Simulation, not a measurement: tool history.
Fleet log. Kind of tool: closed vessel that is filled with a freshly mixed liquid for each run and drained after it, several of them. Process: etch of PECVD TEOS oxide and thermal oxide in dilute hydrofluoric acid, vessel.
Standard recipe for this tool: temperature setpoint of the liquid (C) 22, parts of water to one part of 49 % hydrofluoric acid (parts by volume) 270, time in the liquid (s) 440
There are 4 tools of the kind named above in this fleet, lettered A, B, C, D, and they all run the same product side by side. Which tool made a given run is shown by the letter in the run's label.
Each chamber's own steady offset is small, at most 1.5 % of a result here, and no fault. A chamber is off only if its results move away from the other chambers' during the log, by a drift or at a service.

run,hour,temperature setpoint of the liquid (C),parts of water to one part of 49 % hydrofluoric acid (parts by volume),time in the liquid (s),"read-back film thickness of the PECVD TEOS oxide reference wafer, read on the same gauge (nm)","read-back film thickness of the thermal oxide reference wafer, read on the same gauge (nm)",thickness taken off the PECVD TEOS oxide on a monitor wafer (angstrom),thickness taken off the thermal oxide on a monitor wafer (angstrom)
1C,9.6,22,270,440,120,80.057,173.02,58.111
2A,15.5,22,270,440,119.99,80.001,169.16,58.491
3B,24.1,22,270,440,119.98,79.992,171.96,58.119
4D,33.6,22,270,440,120.01,79.973,171.35,58.027
5A,39.6,22,270,440,119.98,80.011,169.52,58.335
6B,49.6,22,270,440,120.01,79.989,171.37,57.631
7D,60.1,22,270,440,119.98,79.996,172.81,57.598
8C,69.3,22,270,440,119.98,80.019,172.9,58.083
9D,74.4,22,270,440,120,79.984,175.17,57.726
10B,82.6,25,270,440,119.97,80.023,191.33,64.098
11A,89.5,25,270,440,119.99,80.042,189.08,65.391
12C,95.2,25,270,440,119.98,80.025,194.62,64.731
13C,100.4,25,270,440,120.02,80.025,194.37,64.246
14D,109.4,22,270,440,120.01,80.04,170.76,58.019
15B,118.3,22,270,440,120,80.027,175.11,57.608
16A,125.7,22,270,440,120,80.018,170.85,57.882
# hour 131.3: chamber A: hydrofluoric acid flow meter replaced
# hour 133.1: chamber B: thermometer replaced
17C,134.1,22,270,440,120,80.02,175.1,58.262
18A,142.7,22,270,440,120,80.013,168.17,58.479
19B,150.7,22,270,440,120,80.019,170.65,57.665
20D,159.2,22,270,440,119.99,80.031,170.09,58.04
21C,166,22,270,440,120,80.03,174.48,58.048
22B,171.1,22,270,440,120.02,80.011,171.03,58.027
23D,176.5,22,270,440,120.01,80.002,169.92,57.683
24A,186.4,22,270,605,120,80.005,234.3,80.438
25A,194.9,22,270,605,120.01,80.029,236.19,80.3
26B,203.3,22,270,605,119.98,80.045,238.06,78.936
27C,213.5,22,270,605,120.01,79.951,242.84,79.075
28D,222.3,22,270,440,120,79.988,171.44,58.202

All 4 chambers run these settings next. Forecast each chamber's results:
29A,229.9,22,270,530,,,?,?
29B,229.9,22,270,530,,,?,?
29C,229.9,22,270,530,,,?,?
29D,229.9,22,270,530,,,?,?

run,thickness taken off the PECVD TEOS oxide on a monitor wafer (angstrom),thickness taken off the thermal oxide on a monitor wafer (angstrom)
29A,205.32,70.228
29B,206.62,68.791
29C,209.03,70.254
29D,209.4,70.164
